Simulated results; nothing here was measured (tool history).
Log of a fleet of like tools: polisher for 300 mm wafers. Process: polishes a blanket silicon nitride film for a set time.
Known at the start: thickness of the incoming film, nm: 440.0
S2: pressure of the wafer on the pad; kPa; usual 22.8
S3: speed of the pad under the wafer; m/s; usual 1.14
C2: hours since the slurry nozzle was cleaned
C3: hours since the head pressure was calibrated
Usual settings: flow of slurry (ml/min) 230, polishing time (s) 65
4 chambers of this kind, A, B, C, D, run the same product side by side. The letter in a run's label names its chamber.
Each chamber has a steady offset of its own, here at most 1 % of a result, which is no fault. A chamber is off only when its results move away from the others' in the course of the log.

{"hour": 11.0, "done": "chamber B: worn pad replaced by a new one"}
{"run": "1A", "hour": 15.0, "flow of slurry (ml/min)": 230, "S2": 22.8, "S3": 1.14, "polishing time (s)": 65, "wafers polished on this pad": 472, "C2": 490.6, "C3": 533.6, "film removed (nm)": 127.11}
{"run": "2D", "hour": 25.8, "flow of slurry (ml/min)": 230, "S2": 22.8, "S3": 1.14, "polishing time (s)": 65, "wafers polished on this pad": 375, "C2": 561.7, "C3": 394.3, "film removed (nm)": 126.85}
{"run": "3C", "hour": 41.7, "flow of slurry (ml/min)": 230, "S2": 22.8, "S3": 1.14, "polishing time (s)": 65, "wafers polished on this pad": 854, "C2": 174.6, "C3": 158.6, "film removed (nm)": 129.18}
{"hour": 41.8, "done": "chamber D: worn pad replaced by a new one"}
{"run": "4B", "hour": 53.5, "flow of slurry (ml/min)": 230, "S2": 22.8, "S3": 1.14, "polishing time (s)": 65, "wafers polished on this pad": 358, "C2": 261.2, "C3": 660, "film removed (nm)": 128.2}
{"hour": 54.1, "done": "chamber D: slurry nozzle cleaned"}
{"hour": 60.2, "done": "chamber A: worn pad replaced by a new one"}
{"hour": 62.5, "done": "chamber C: slurry nozzle cleaned"}
{"hour": 65.1, "done": "chamber C: worn pad replaced by a new one"}
{"run": "5D", "hour": 69.3, "flow of slurry (ml/min)": 230, "S2": 22.8, "S3": 1.14, "polishing time (s)": 65, "wafers polished on this pad": 232, "C2": 15.2, "C3": 437.8, "film removed (nm)": 128.35}
{"run": "6A", "hour": 78.8, "flow of slurry (ml/min)": 230, "S2": 22.8, "S3": 1.14, "polishing time (s)": 65, "wafers polished on this pad": 157, "C2": 554.4, "C3": 597.4, "film removed (nm)": 127.33}
{"run": "7C", "hour": 90.6, "flow of slurry (ml/min)": 230, "S2": 22.8, "S3": 1.14, "polishing time (s)": 65, "wafers polished on this pad": 215, "C2": 28.2, "C3": 207.5, "film removed (nm)": 128.52}
{"run": "8B", "hour": 100.7, "flow of slurry (ml/min)": 230, "S2": 15.2, "S3": 1.14, "polishing time (s)": 46, "wafers polished on this pad": 755, "C2": 308.4, "C3": 707.2, "film removed (nm)": 61.398}
{"hour": 102.7, "done": "chamber D: worn pad replaced by a new one"}
{"run": "9B", "hour": 112.5, "flow of slurry (ml/min)": 230, "S2": 15.2, "S3": 1.14, "polishing time (s)": 46, "wafers polished on this pad": 855, "C2": 320.2, "C3": 719, "film removed (nm)": 61.307}
{"run": "10D", "hour": 122.6, "flow of slurry (ml/min)": 230, "S2": 15.2, "S3": 1.14, "polishing time (s)": 46, "wafers polished on this pad": 168, "C2": 68.5, "C3": 491.1, "film removed (nm)": 60.62}
{"hour": 128.6, "done": "chamber B: worn pad replaced by a new one"}
{"run": "11A", "hour": 130.7, "flow of slurry (ml/min)": 230, "S2": 15.2, "S3": 1.14, "polishing time (s)": 46, "wafers polished on this pad": 594, "C2": 606.3, "C3": 649.3, "film removed (nm)": 60.242}
{"run": "12C", "hour": 146.2, "flow of slurry (ml/min)": 230, "S2": 22.8, "S3": 1.14, "polishing time (s)": 65, "wafers polished on this pad": 683, "C2": 83.8, "C3": 263.1, "film removed (nm)": 130.73}
{"hour": 160.6, "done": "chamber A: worn pad replaced by a new one"}
{"run": "13D", "hour": 161.5, "flow of slurry (ml/min)": 230, "S2": 22.8, "S3": 1.14, "polishing time (s)": 65, "wafers polished on this pad": 495, "C2": 107.4, "C3": 530, "film removed (nm)": 127.96}
{"hour": 163.7, "done": "chamber D: worn pad replaced by a new one"}
{"hour": 164.6, "done": "chamber A: slurry nozzle cleaned"}
{"run": "14B", "hour": 171.0, "flow of slurry (ml/min)": 230, "S2": 22.8, "S3": 1.14, "polishing time (s)": 65, "wafers polished on this pad": 357, "C2": 378.7, "C3": 777.5, "film removed (nm)": 128.42}
{"hour": 179.6, "done": "chamber C: worn pad replaced by a new one"}
{"hour": 182.3, "done": "chamber A: head pressure recalibrated"}
{"run": "15A", "hour": 183.3, "flow of slurry (ml/min)": 230, "S2": 22.8, "S3": 1.14, "polishing time (s)": 65, "wafers polished on this pad": 191, "C2": 18.7, "C3": 1, "film removed (nm)": 116.61}
{"run": "16C", "hour": 192.3, "flow of slurry (ml/min)": 230, "S2": 22.8, "S3": 1.14, "polishing time (s)": 65, "wafers polished on this pad": 107, "C2": 129.9, "C3": 309.2, "film removed (nm)": 129.62}
{"run": "17A", "hour": 201.3, "flow of slurry (ml/min)": 230, "S2": 22.8, "S3": 1.14, "polishing time (s)": 65, "wafers polished on this pad": 343, "C2": 36.7, "C3": 19, "film removed (nm)": 116.96}
{"run": "18B", "hour": 216.9, "flow of slurry (ml/min)": 230, "S2": 22.8, "S3": 1.14, "polishing time (s)": 65, "wafers polished on this pad": 743, "C2": 424.6, "C3": 823.4, "film removed (nm)": 128.27}
{"hour": 218.7, "done": "chamber D: worn pad replaced by a new one"}
{"run": "19C", "hour": 228.4, "flow of slurry (ml/min)": 230, "S2": 22.8, "S3": 1.14, "polishing time (s)": 65, "wafers polished on this pad": 411, "C2": 166, "C3": 345.3, "film removed (nm)": 129.8}
{"run": "20D", "hour": 236.6, "flow of slurry (ml/min)": 230, "S2": 22.8, "S3": 1.14, "polishing time (s)": 65, "wafers polished on this pad": 150, "C2": 182.5, "C3": 605.1, "film removed (nm)": 127.6}
{"hour": 247.2, "done": "chamber B: worn pad replaced by a new one"}
{"hour": 250.6, "done": "chamber A: worn pad replaced by a new one"}
{"run": "21A", "hour": 252.8, "flow of slurry (ml/min)": 230, "S2": 22.8, "S3": 1.14, "polishing time (s)": 65, "wafers polished on this pad": 18, "C2": 88.2, "C3": 70.5, "film removed (nm)": 116.97}
{"run": "22D", "hour": 263.7, "flow of slurry (ml/min)": 230, "S2": 22.8, "S3": 1.14, "polishing time (s)": 65, "wafers polished on this pad": 379, "C2": 209.6, "C3": 632.2, "film removed (nm)": 126.76}
{"run": "23C", "hour": 275.2, "flow of slurry (ml/min)": 230, "S2": 22.8, "S3": 0.9, "polishing time (s)": 65, "wafers polished on this pad": 805, "C2": 212.8, "C3": 392.1, "film removed (nm)": 107.77}
{"run": "24B", "hour": 286.9, "flow of slurry (ml/min)": 230, "S2": 22.8, "S3": 0.9, "polishing time (s)": 65, "wafers polished on this pad": 334, "C2": 494.6, "C3": 893.4, "film removed (nm)": 106.48}

All 4 chambers run these settings next. Forecast each chamber's results:
{"run": "25A", "hour": 298.8, "flow of slurry (ml/min)": 230, "S2": 22.8, "S3": 1.14, "polishing time (s)": 65, "film removed (nm)": "?"}
{"run": "25B", "hour": 298.8, "flow of slurry (ml/min)": 230, "S2": 22.8, "S3": 1.14, "polishing time (s)": 65, "film removed (nm)": "?"}
{"run": "25C", "hour": 298.8, "flow of slurry (ml/min)": 230, "S2": 22.8, "S3": 1.14, "polishing time (s)": 65, "film removed (nm)": "?"}
{"run": "25D", "hour": 298.8, "flow of slurry (ml/min)": 230, "S2": 22.8, "S3": 1.14, "polishing time (s)": 65, "film removed (nm)": "?"}

run=25A film_removed_(nm)=117.22
run=25B film_removed_(nm)=127.61
run=25C film_removed_(nm)=130.01
run=25D film_removed_(nm)=127.57
